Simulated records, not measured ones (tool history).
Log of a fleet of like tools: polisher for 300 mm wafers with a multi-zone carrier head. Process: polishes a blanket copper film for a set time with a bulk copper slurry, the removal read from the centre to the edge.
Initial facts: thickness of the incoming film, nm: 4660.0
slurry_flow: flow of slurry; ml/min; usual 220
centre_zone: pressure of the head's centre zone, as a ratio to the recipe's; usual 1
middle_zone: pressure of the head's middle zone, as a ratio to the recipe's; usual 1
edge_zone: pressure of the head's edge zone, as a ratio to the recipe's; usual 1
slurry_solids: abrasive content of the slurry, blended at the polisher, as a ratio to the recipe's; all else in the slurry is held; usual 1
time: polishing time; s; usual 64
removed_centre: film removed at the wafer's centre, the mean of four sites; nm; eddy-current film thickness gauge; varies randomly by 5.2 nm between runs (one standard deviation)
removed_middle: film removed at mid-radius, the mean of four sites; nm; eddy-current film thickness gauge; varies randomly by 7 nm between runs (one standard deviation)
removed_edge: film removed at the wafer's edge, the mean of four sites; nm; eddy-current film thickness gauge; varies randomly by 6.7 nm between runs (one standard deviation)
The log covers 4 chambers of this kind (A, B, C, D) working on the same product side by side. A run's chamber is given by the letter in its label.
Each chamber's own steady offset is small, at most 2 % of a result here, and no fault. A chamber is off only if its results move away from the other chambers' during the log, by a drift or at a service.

run,day,slurry_flow,centre_zone,middle_zone,edge_zone,slurry_solids,time,removed_centre,removed_middle,removed_edge
1B,0.312,220,1,1,1,1,64,531.7,509.87,511.7
# day 0.412: chamber B: worn pad replaced by a new one
2D,0.571,220,1,1,1,1,64,532.26,522.11,530.11
3C,0.842,220,1,1,1,1,64,535.3,526.46,517.42
# day 1.029: chamber A: worn pad replaced by a new one
# day 1.104: chamber D: edge zone pressure recalibrated
4A,1.275,220,1,1,1,1,64,537.91,533.24,525.71
5A,1.779,220,1,1.09,1,1,56,465.77,505.78,467.55
6B,2.217,220,1,1.09,1,1,56,460.8,494.34,457.85
7C,2.654,220,1,1.09,1,1,56,471.41,505.28,461.28
8D,3.058,220,1,1.09,1,1,56,465.17,499.16,465.59
9C,3.412,290,1,0.91,1,1,64,553.92,503.1,532.35
# day 3.771: chamber C: worn pad replaced by a new one
10B,3.862,290,1,0.91,1,1,64,549.17,485.1,534.67
# day 4.046: chamber A: slurry nozzle cleaned
11D,4.133,290,1,0.91,1,1,64,553.57,497.04,540.89
12A,4.492,290,1,0.91,1,1,64,544.41,498.98,544.2
13B,4.788,220,1,1,1,0.8,64,498.87,485.21,509.22
# day 4.85: chamber D: worn pad replaced by a new one
14C,5.071,220,1,1,1,0.8,64,506.56,506.89,488.68
15A,5.583,220,1,1,1,0.8,64,515.27,503.45,508.36
16D,5.896,220,1,1,1,0.8,64,511.54,511.92,519.55
# day 6.258: chamber A: worn pad replaced by a new one
17D,6.475,220,1,1,1,1,64,535.47,521.1,529.78
# day 6.696: chamber B: worn pad replaced by a new one
18C,6.875,220,1,1,1,1,64,527.41,530.35,511.8
19A,7.204,220,1,1,1,1,64,536.99,533.02,527.89
20B,7.483,180,1,1,1,1,64,508.08,507.19,504.42
21C,7.796,180,1,1,1,1,64,519.95,514.35,512.13
22A,8.271,180,1,1,1,1,64,518.34,510.76,507.4
23B,8.671,180,1,1,1,1,64,515.15,505.9,501.11
24D,9.088,220,1,1.05,1,1,71,594.97,601.19,587.81

Next, every chamber runs the same settings. What will each give?
25A,9.504,220,1,1,0.9,1,64,?,?,?
25B,9.504,220,1,1,0.9,1,64,?,?,?
25C,9.504,220,1,1,0.9,1,64,?,?,?
25D,9.504,220,1,1,0.9,1,64,?,?,?

run,removed_centre,removed_middle,removed_edge
25A,537.09,526.15,495.63
25B,527.33,523.71,497.59
25C,531.2,525.29,504.74
25D,537.84,523.78,495.18
